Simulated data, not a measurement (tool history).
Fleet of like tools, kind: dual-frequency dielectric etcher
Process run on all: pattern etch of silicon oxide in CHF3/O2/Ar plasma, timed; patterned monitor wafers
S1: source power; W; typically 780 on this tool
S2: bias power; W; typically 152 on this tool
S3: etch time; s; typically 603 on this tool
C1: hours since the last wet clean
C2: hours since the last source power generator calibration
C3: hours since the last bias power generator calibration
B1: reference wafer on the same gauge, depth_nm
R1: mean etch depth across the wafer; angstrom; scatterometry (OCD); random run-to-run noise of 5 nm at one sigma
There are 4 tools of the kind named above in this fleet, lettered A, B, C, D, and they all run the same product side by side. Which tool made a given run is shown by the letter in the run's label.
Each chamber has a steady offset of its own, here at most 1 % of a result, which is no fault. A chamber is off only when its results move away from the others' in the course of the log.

run	hour	S1	S2	S3	C1	C2	C3	B1	R1
# hour 3.7: chamber C: wet clean of the chamber
1B	4.9	780	152	603	537.4	32.3	2246.7	999.11	12530.0
# hour 10.7: chamber B: wet clean of the chamber
2C	13.3	780	152	603	9.7	366.9	2227.5	999.93	12452.0
3A	23.1	780	152	603	283.9	346.5	978.8	1000.10	12372.0
4D	28.0	780	152	603	331.2	350.0	50.0	999.35	12493.0
5A	37.9	780	127	603	298.7	361.3	993.6	999.08	11686.0
6B	47.5	780	127	603	36.9	74.9	2289.3	1000.70	11739.0
7D	55.9	780	127	603	359.1	377.9	77.9	1000.30	11688.0
8C	65.0	780	127	603	61.4	418.6	2279.2	999.69	11696.0
9C	74.5	780	152	665	70.9	428.1	2288.7	999.89	13639.0
10A	82.2	780	152	665	343.0	405.6	1037.9	999.21	13762.0
11B	87.8	780	152	665	77.2	115.2	2329.6	1000.70	13749.0
12D	96.0	780	152	665	399.2	418.0	118.0	1000.00	13658.0
13B	105.2	780	152	603	94.6	132.6	2347.0	1000.20	12447.0
14C	110.0	780	152	603	106.4	463.6	2324.2	1000.10	12333.0
15D	116.0	780	152	603	419.2	438.0	138.0	999.48	12501.0
16A	122.9	780	152	603	383.7	446.3	1078.6	999.92	12408.0
17A	129.4	780	152	603	390.2	452.8	1085.1	999.77	12309.0
18D	137.0	780	152	603	440.2	459.0	159.0	999.93	12423.0
19B	142.5	780	152	603	131.9	169.9	2384.3	999.91	12477.0
20C	148.6	780	152	603	145.0	502.2	2362.8	999.82	12432.0
21B	158.1	780	152	482	147.5	185.5	2399.9	999.06	9948.6
22C	165.9	780	152	482	162.3	519.5	2380.1	1000.20	9886.0
# hour 169.9: chamber D: wet clean of the chamber
23D	174.4	780	152	482	4.5	496.4	196.4	1000.80	9909.3
24A	181.6	780	152	482	442.4	505.0	1137.3	999.78	9904.1
25C	186.1	780	152	603	182.5	539.7	2400.3	998.81	12384.0
26A	190.8	780	186	603	451.6	514.2	1146.5	1000.20	13249.0
27D	197.7	780	186	603	27.8	519.7	219.7	1000.30	13277.0
28B	206.0	780	186	603	195.4	233.4	2447.8	999.74	13336.0
29C	213.3	780	186	603	209.7	566.9	2427.5	1000.70	13233.0

Decide between three cases: one chamber stands off from its peers, the gauge reading all wafers drifts, or nothing is wrong past each chamber's small offset. Where a chamber is off, say which and what most likely put it there.

Neither any chamber nor the gauge drifts; the chambers differ only by their own small, steady offsets.

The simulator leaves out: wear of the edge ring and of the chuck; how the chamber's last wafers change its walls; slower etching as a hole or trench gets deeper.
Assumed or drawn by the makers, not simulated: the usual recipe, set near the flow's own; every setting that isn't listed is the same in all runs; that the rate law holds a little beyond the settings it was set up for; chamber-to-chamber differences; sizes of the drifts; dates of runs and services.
